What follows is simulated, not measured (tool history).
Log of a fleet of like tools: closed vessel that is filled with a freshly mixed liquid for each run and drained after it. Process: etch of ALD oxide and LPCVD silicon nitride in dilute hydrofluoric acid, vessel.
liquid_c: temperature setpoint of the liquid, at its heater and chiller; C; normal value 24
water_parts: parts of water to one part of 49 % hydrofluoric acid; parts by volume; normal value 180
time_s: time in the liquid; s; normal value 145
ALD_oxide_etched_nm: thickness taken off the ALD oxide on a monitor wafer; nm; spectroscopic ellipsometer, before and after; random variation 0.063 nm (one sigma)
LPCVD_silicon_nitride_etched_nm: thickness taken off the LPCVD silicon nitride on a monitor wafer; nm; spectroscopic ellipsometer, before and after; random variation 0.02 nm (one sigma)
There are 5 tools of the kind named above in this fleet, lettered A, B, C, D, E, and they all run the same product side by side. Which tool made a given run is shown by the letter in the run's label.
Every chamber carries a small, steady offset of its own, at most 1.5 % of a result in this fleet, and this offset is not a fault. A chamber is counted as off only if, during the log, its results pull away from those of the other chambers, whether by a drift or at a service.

run	day	liquid_c	water_parts	time_s	read-back film thickness of the ALD oxide reference wafer, read on the same gauge (nm)	read-back film thickness of the LPCVD silicon nitride reference wafer, read on the same gauge (nm)	ALD_oxide_etched_nm	LPCVD_silicon_nitride_etched_nm
1A	0.383	24	180	145	100.04	40.014	10.519	0.36777
2E	0.817	24	180	145	100.01	39.989	10.66	0.3957
3B	1.271	24	180	145	99.975	39.988	10.524	0.39416
4D	1.646	24	180	145	100.04	39.994	10.639	0.42167
5C	2.029	24	180	145	100.01	39.986	10.735	0.38636
6E	2.412	24	180	145	99.996	40.037	10.715	0.41769
7C	2.742	24	180	145	99.998	39.982	10.795	0.37765
8B	3.038	24	180	145	100.03	39.996	10.504	0.41981
9D	3.333	24	180	145	100.02	40.031	10.732	0.40196
10A	3.842	24	180	145	100.03	40.05	10.564	0.42654
11A	4.304	24	180	145	100.01	40.04	10.632	0.39715
12C	4.692	24	180	145	99.983	39.947	10.732	0.38494
13D	5.058	24	180	145	99.991	40.053	10.697	0.40753
14E	5.379	24	180	145	100.03	40.07	10.647	0.43635
15B	5.738	24	180	145	99.985	39.954	10.647	0.38208
16B	6.121	24	180	145	99.959	39.978	10.439	0.43606
17C	6.554	24	180	145	99.995	40.074	10.737	0.41605
18E	6.996	24	180	145	99.999	40.03	10.616	0.39647
19D	7.467	24	180	145	99.969	40.03	10.634	0.41412
20A	7.792	24	180	145	99.993	40.013	10.727	0.40739
21C	8.096	24	180	145	100.02	39.976	10.742	0.42626
22A	8.575	24	180	145	100.04	39.968	10.606	0.36604
23E	8.962	24	180	145	99.984	40.025	10.576	0.41924
24B	9.188	24	180	145	100.05	40.002	10.532	0.4406
25D	9.683	24	180	145	99.979	39.967	10.569	0.45198
26E	9.942	24	180	145	100.05	40.039	10.657	0.37806
27B	10.246	24	180	145	99.999	40.04	10.461	0.42399
28C	10.738	24	180	145	100	39.985	10.719	0.3592
29D	11.05	24	180	145	99.957	39.96	10.699	0.39576
30A	11.304	27.5	180	145	100.01	39.969	12.061	0.55424
31E	11.638	27.5	180	145	99.974	40.004	12.214	0.50637
32C	12.154	27.5	180	145	100.02	40.049	12.134	0.48956
33B	12.467	27.5	180	145	100.02	39.997	11.877	0.54582
34D	12.779	27.5	180	145	99.997	39.914	12.08	0.54476

Which is it: a chamber that has drifted or been left off by a service, a gauge drift common to all chambers, or only each chamber's usual small offset? If a chamber is off, name it and its likeliest cause.

Beyond each chamber's small constant offset nothing stands out, and the gauge stays steady.
